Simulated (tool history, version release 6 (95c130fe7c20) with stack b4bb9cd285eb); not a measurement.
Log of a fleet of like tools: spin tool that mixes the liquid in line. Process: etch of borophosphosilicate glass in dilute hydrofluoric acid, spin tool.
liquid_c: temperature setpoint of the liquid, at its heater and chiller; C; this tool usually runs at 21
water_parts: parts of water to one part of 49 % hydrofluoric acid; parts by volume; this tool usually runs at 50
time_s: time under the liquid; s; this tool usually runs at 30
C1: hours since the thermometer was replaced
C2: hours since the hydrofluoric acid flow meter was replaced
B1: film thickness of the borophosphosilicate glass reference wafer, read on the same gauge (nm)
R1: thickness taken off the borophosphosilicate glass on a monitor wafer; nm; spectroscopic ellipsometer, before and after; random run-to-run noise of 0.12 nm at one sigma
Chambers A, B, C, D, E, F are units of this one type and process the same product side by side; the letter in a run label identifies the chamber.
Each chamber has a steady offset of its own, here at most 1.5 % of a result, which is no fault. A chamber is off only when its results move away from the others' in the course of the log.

{"run": "1A", "hour": 8.3, "liquid_c": 21, "water_parts": 50, "time_s": 30, "C1": 1516.6, "C2": 25.3, "B1": 109.99, "R1": 21.571}
{"run": "2D", "hour": 16.7, "liquid_c": 21, "water_parts": 50, "time_s": 30, "C1": 395.9, "C2": 367.6, "B1": 110.01, "R1": 21.088}
{"run": "3E", "hour": 22.9, "liquid_c": 21, "water_parts": 50, "time_s": 30, "C1": 1125.1, "C2": 257.5, "B1": 110.0, "R1": 21.111}
{"run": "4B", "hour": 29.5, "liquid_c": 21, "water_parts": 50, "time_s": 30, "C1": 944.4, "C2": 485.2, "B1": 110.0, "R1": 21.484}
{"run": "5C", "hour": 37.5, "liquid_c": 21, "water_parts": 50, "time_s": 30, "C1": 462.4, "C2": 493.6, "B1": 110.0, "R1": 21.612}
{"run": "6F", "hour": 49.3, "liquid_c": 21, "water_parts": 50, "time_s": 30, "C1": 1602.4, "C2": 354.2, "B1": 110.01, "R1": 21.284}
{"run": "7B", "hour": 59.3, "liquid_c": 21, "water_parts": 50, "time_s": 30, "C1": 974.2, "C2": 515.0, "B1": 110.0, "R1": 21.454}
{"run": "8F", "hour": 69.6, "liquid_c": 21, "water_parts": 60, "time_s": 30, "C1": 1622.7, "C2": 374.5, "B1": 110.0, "R1": 17.695}
{"run": "9D", "hour": 76.9, "liquid_c": 21, "water_parts": 60, "time_s": 30, "C1": 456.1, "C2": 427.8, "B1": 110.03, "R1": 17.351}
{"run": "10E", "hour": 85.1, "liquid_c": 21, "water_parts": 60, "time_s": 30, "C1": 1187.3, "C2": 319.7, "B1": 110.02, "R1": 17.586}
{"run": "11A", "hour": 93.1, "liquid_c": 21, "water_parts": 60, "time_s": 30, "C1": 1601.4, "C2": 110.1, "B1": 110.0, "R1": 17.524}
{"run": "12C", "hour": 103.8, "liquid_c": 21, "water_parts": 60, "time_s": 30, "C1": 528.7, "C2": 559.9, "B1": 109.97, "R1": 17.706}
{"run": "13A", "hour": 110.2, "liquid_c": 21, "water_parts": 60, "time_s": 30, "C1": 1618.5, "C2": 127.2, "B1": 109.98, "R1": 17.597}
{"run": "14F", "hour": 117.2, "liquid_c": 21, "water_parts": 50, "time_s": 30, "C1": 1670.3, "C2": 422.1, "B1": 110.01, "R1": 21.142}
{"run": "15E", "hour": 128.8, "liquid_c": 21, "water_parts": 50, "time_s": 30, "C1": 1231.0, "C2": 363.4, "B1": 110.04, "R1": 21.337}
{"run": "16D", "hour": 135.8, "liquid_c": 21, "water_parts": 50, "time_s": 30, "C1": 515.0, "C2": 486.7, "B1": 109.99, "R1": 21.013}
{"run": "17B", "hour": 143.1, "liquid_c": 21, "water_parts": 50, "time_s": 30, "C1": 1058.0, "C2": 598.8, "B1": 110.0, "R1": 21.207}
{"hour": 150.4, "done": "chamber D: thermometer replaced"}
{"run": "18C", "hour": 154.6, "liquid_c": 21, "water_parts": 50, "time_s": 30, "C1": 579.5, "C2": 610.7, "B1": 110.05, "R1": 21.798}
{"run": "19C", "hour": 162.8, "liquid_c": 21, "water_parts": 50, "time_s": 30, "C1": 587.7, "C2": 618.9, "B1": 109.96, "R1": 21.587}
{"run": "20A", "hour": 173.0, "liquid_c": 21, "water_parts": 50, "time_s": 30, "C1": 1681.3, "C2": 190.0, "B1": 110.01, "R1": 21.478}
{"run": "21B", "hour": 184.0, "liquid_c": 21, "water_parts": 50, "time_s": 30, "C1": 1098.9, "C2": 639.7, "B1": 109.98, "R1": 20.907}
{"run": "22E", "hour": 189.5, "liquid_c": 21, "water_parts": 50, "time_s": 30, "C1": 1291.7, "C2": 424.1, "B1": 110.0, "R1": 21.289}
{"run": "23F", "hour": 194.7, "liquid_c": 21, "water_parts": 50, "time_s": 30, "C1": 1747.8, "C2": 499.6, "B1": 110.01, "R1": 21.554}
{"run": "24D", "hour": 206.0, "liquid_c": 21, "water_parts": 50, "time_s": 30, "C1": 55.7, "C2": 556.9, "B1": 110.0, "R1": 21.273}
{"run": "25F", "hour": 212.9, "liquid_c": 21, "water_parts": 50, "time_s": 30, "C1": 1766.0, "C2": 517.8, "B1": 110.0, "R1": 21.314}
{"run": "26C", "hour": 219.4, "liquid_c": 21, "water_parts": 50, "time_s": 30, "C1": 644.3, "C2": 675.5, "B1": 109.98, "R1": 21.512}
{"run": "27B", "hour": 229.0, "liquid_c": 21, "water_parts": 50, "time_s": 30, "C1": 1143.9, "C2": 684.7, "B1": 110.03, "R1": 20.685}
{"run": "28A", "hour": 237.2, "liquid_c": 21, "water_parts": 50, "time_s": 30, "C1": 1745.5, "C2": 254.2, "B1": 109.98, "R1": 21.467}
{"run": "29E", "hour": 245.4, "liquid_c": 21, "water_parts": 50, "time_s": 30, "C1": 1347.6, "C2": 480.0, "B1": 110.03, "R1": 21.457}
{"run": "30D", "hour": 250.7, "liquid_c": 21, "water_parts": 50, "time_s": 30, "C1": 100.4, "C2": 601.6, "B1": 109.97, "R1": 21.006}
{"run": "31A", "hour": 260.9, "liquid_c": 21, "water_parts": 50, "time_s": 30, "C1": 1769.2, "C2": 277.9, "B1": 109.99, "R1": 21.574}
{"run": "32D", "hour": 267.5, "liquid_c": 21, "water_parts": 50, "time_s": 30, "C1": 117.2, "C2": 618.4, "B1": 110.0, "R1": 21.059}
{"run": "33F", "hour": 276.2, "liquid_c": 21, "water_parts": 50, "time_s": 30, "C1": 1829.3, "C2": 581.1, "B1": 109.99, "R1": 21.451}
{"run": "34E", "hour": 284.9, "liquid_c": 25, "water_parts": 70, "time_s": 30, "C1": 1387.1, "C2": 519.5, "B1": 110.0, "R1": 17.466}
{"run": "35B", "hour": 294.9, "liquid_c": 25, "water_parts": 70, "time_s": 30, "C1": 1209.8, "C2": 750.6, "B1": 110.03, "R1": 16.936}
{"run": "36C", "hour": 303.1, "liquid_c": 25, "water_parts": 70, "time_s": 30, "C1": 728.0, "C2": 759.2, "B1": 110.03, "R1": 17.47}
{"hour": 307.8, "done": "chamber F: thermometer replaced"}
{"run": "37C", "hour": 309.3, "liquid_c": 25, "water_parts": 70, "time_s": 30, "C1": 734.2, "C2": 765.4, "B1": 110.0, "R1": 17.735}
{"run": "38A", "hour": 316.4, "liquid_c": 25, "water_parts": 70, "time_s": 30, "C1": 1824.7, "C2": 333.4, "B1": 109.99, "R1": 17.439}
{"run": "39F", "hour": 327.2, "liquid_c": 25, "water_parts": 70, "time_s": 30, "C1": 19.5, "C2": 632.1, "B1": 110.02, "R1": 17.747}
{"run": "40B", "hour": 332.4, "liquid_c": 21, "water_parts": 50, "time_s": 45, "C1": 1247.3, "C2": 788.1, "B1": 109.98, "R1": 30.824}

Which is it: a chamber that has drifted or been left off by a service, a gauge drift common to all chambers, or only each chamber's usual small offset? If a chamber is off, name it and its likeliest cause.

It is chamber B that slowly wanders off from its peers.
Most likely cause: hydrofluoric acid flow below the setpoint (%) = 4.35.
The log may not tell that from: liquid colder than its thermometer reads (K).

Below are 4 candidate recipes for chamber B's next run, each the usual settings with a change, their results shown as question marks. Which of them brings B's results back in line with what the other chambers give on the usual settings?
A result is in line if it is within this distance of the other chambers' mean on the usual settings: R1 0.410 nm
{"run": "41B-1", "hour": 341.0, "liquid_c": 20, "water_parts": 50, "time_s": 30, "R1": "?"}
{"run": "41B-2", "hour": 341.0, "liquid_c": 23, "water_parts": 50, "time_s": 30, "R1": "?"}
{"run": "41B-3", "hour": 341.0, "liquid_c": 22, "water_parts": 50, "time_s": 30, "R1": "?"}
{"run": "41B-4", "hour": 341.0, "liquid_c": 19, "water_parts": 50, "time_s": 30, "R1": "?"}

The other chambers' mean on the usual settings: R1 21.366 nm
run=41B-1 R1=19.578
run=41B-2 R1=22.209
run=41B-3 R1=21.305
run=41B-4 R1=18.762
With 41B-3, the chamber falls back in line with the rest.

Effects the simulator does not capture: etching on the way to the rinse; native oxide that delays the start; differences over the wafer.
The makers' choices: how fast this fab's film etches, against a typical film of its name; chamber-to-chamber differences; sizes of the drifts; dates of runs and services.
